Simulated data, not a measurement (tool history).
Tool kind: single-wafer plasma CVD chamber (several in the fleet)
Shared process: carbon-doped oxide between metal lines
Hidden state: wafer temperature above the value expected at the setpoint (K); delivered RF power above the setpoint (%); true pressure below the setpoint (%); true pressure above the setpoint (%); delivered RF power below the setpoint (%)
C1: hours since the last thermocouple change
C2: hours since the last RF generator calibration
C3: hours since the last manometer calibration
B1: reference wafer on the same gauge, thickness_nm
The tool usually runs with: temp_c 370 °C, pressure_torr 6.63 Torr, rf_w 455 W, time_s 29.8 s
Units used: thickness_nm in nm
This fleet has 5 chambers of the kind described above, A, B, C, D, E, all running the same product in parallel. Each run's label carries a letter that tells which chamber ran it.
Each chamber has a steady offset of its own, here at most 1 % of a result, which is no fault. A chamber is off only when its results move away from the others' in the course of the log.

At hour 0.1: chamber D: thermocouple changed; heater temperature recalibrated.
Run 1B, hour 3.4: usual settings; C1 933.8; C2 264.9; C3 132.4; B1 131.04. Result: thickness_nm 139.17 nm.
Run 2C, hour 8.7: usual settings; C1 810.0; C2 804.5; C3 446.3; B1 131.01. Result: thickness_nm 140.29 nm.
Run 3A, hour 14.5: usual settings; C1 1671.1; C2 796.0; C3 1314.4; B1 130.95. Result: thickness_nm 141.63 nm.
Run 4E, hour 18.1: usual settings; C1 1660.1; C2 539.9; C3 525.7; B1 130.88. Result: thickness_nm 139.69 nm.
Run 5D, hour 21.7: usual settings; C1 21.7; C2 1748.0; C3 889.9; B1 130.95. Result: thickness_nm 139.25 nm.
Run 6A, hour 26.7: usual settings; C1 1683.3; C2 808.2; C3 1326.6; B1 131.04. Result: thickness_nm 141.71 nm.
Run 7C, hour 30.7: usual settings; C1 832.0; C2 826.5; C3 468.3; B1 130.97. Result: thickness_nm 140.33 nm.
Run 8B, hour 34.8: usual settings but rf_w 535 W, time_s 24.5 s; C1 965.2; C2 296.3; C3 163.8; B1 131.03. Result: thickness_nm 127.28 nm.
Run 9E, hour 37.4: usual settings but rf_w 535 W, time_s 24.5 s; C1 1679.4; C2 559.2; C3 545.0; B1 131.07. Result: thickness_nm 127.40 nm.
Run 10D, hour 41.9: usual settings but rf_w 535 W, time_s 24.5 s; C1 41.9; C2 1768.2; C3 910.1; B1 130.98. Result: thickness_nm 128.30 nm.
Run 11E, hour 46.3: usual settings but rf_w 535 W, time_s 24.5 s; C1 1688.3; C2 568.1; C3 553.9; B1 130.96. Result: thickness_nm 127.26 nm.
Run 12B, hour 50.7: usual settings but rf_w 535 W, time_s 24.5 s; C1 981.1; C2 312.2; C3 179.7; B1 130.96. Result: thickness_nm 127.49 nm.
Run 13C, hour 55.9: usual settings; C1 857.2; C2 851.7; C3 493.5; B1 130.99. Result: thickness_nm 140.12 nm.
Run 14D, hour 59.6: usual settings; C1 59.6; C2 1785.9; C3 927.8; B1 130.96. Result: thickness_nm 139.63 nm.
Run 15A, hour 65.5: usual settings but temp_c 362 °C, rf_w 390 W; C1 1722.1; C2 847.0; C3 1365.4; B1 131.00. Result: thickness_nm 128.69 nm.
Run 16C, hour 70.2: usual settings but temp_c 362 °C, rf_w 390 W; C1 871.5; C2 866.0; C3 507.8; B1 131.01. Result: thickness_nm 127.66 nm.
Run 17D, hour 74.7: usual settings but temp_c 362 °C, rf_w 390 W; C1 74.7; C2 1801.0; C3 942.9; B1 130.98. Result: thickness_nm 126.55 nm.
Run 18E, hour 77.9: usual settings but temp_c 362 °C, rf_w 390 W; C1 1719.9; C2 599.7; C3 585.5; B1 130.99. Result: thickness_nm 127.00 nm.
Run 19B, hour 82.0: usual settings but temp_c 362 °C, rf_w 390 W; C1 1012.4; C2 343.5; C3 211.0; B1 131.04. Result: thickness_nm 125.97 nm.
Run 20A, hour 86.5: usual settings but rf_w 380 W; C1 1743.1; C2 868.0; C3 1386.4; B1 131.06. Result: thickness_nm 123.72 nm.
Run 21E, hour 89.3: usual settings but rf_w 380 W; C1 1731.3; C2 611.1; C3 596.9; B1 131.01. Result: thickness_nm 122.40 nm.
Run 22C, hour 94.3: usual settings but rf_w 380 W; C1 895.6; C2 890.1; C3 531.9; B1 131.03. Result: thickness_nm 122.61 nm.
Run 23B, hour 99.0: usual settings but rf_w 380 W; C1 1029.4; C2 360.5; C3 228.0; B1 130.99. Result: thickness_nm 121.59 nm.
Run 24D, hour 105.0: usual settings but rf_w 380 W; C1 105.0; C2 1831.3; C3 973.2; B1 130.99. Result: thickness_nm 121.75 nm.
Run 25A, hour 108.0: usual settings; C1 1764.6; C2 889.5; C3 1407.9; B1 130.95. Result: thickness_nm 141.52 nm.
Run 26D, hour 111.7: usual settings but temp_c 376 °C, rf_w 510 W; C1 111.7; C2 1838.0; C3 979.9; B1 130.97. Result: thickness_nm 148.84 nm.
Run 27C, hour 116.9: usual settings but temp_c 376 °C, rf_w 510 W; C1 918.2; C2 912.7; C3 554.5; B1 131.03. Result: thickness_nm 148.56 nm.
Run 28A, hour 122.1: usual settings but temp_c 376 °C, rf_w 510 W; C1 1778.7; C2 903.6; C3 1422.0; B1 130.92. Result: thickness_nm 149.93 nm.
Run 29E, hour 126.2: usual settings but temp_c 376 °C, rf_w 510 W; C1 1768.2; C2 648.0; C3 633.8; B1 130.99. Result: thickness_nm 148.31 nm.
Run 30B, hour 130.0: usual settings but temp_c 376 °C, rf_w 510 W; C1 1060.4; C2 391.5; C3 259.0; B1 131.02. Result: thickness_nm 147.70 nm.
Run 31D, hour 136.0: usual settings; C1 136.0; C2 1862.3; C3 1004.2; B1 131.05. Result: thickness_nm 139.47 nm.
Run 32B, hour 141.0: usual settings; C1 1071.4; C2 402.5; C3 270.0; B1 130.92. Result: thickness_nm 139.37 nm.
Run 33E, hour 145.3: usual settings; C1 1787.3; C2 667.1; C3 652.9; B1 131.02. Result: thickness_nm 139.12 nm.
Run 34C, hour 148.4: usual settings; C1 949.7; C2 944.2; C3 586.0; B1 131.00. Result: thickness_nm 140.91 nm.
Run 35A, hour 153.1: usual settings; C1 1809.7; C2 934.6; C3 1453.0; B1 130.98. Result: thickness_nm 141.58 nm.
Run 36D, hour 158.3: usual settings; C1 158.3; C2 1884.6; C3 1026.5; B1 131.03. Result: thickness_nm 139.72 nm.
Run 37A, hour 163.8: usual settings; C1 1820.4; C2 945.3; C3 1463.7; B1 130.99. Result: thickness_nm 141.30 nm.
Run 38B, hour 167.4: usual settings; C1 1097.8; C2 428.9; C3 296.4; B1 131.00. Result: thickness_nm 139.20 nm.
Run 39C, hour 173.2: usual settings; C1 974.5; C2 969.0; C3 610.8; B1 130.98. Result: thickness_nm 140.76 nm.

Which is it: a chamber that has drifted or been left off by a service, a gauge drift common to all chambers, or only each chamber's usual small offset? If a chamber is off, name it and its likeliest cause.

No chamber stands off beyond its own small offset, and the gauge holds steady.
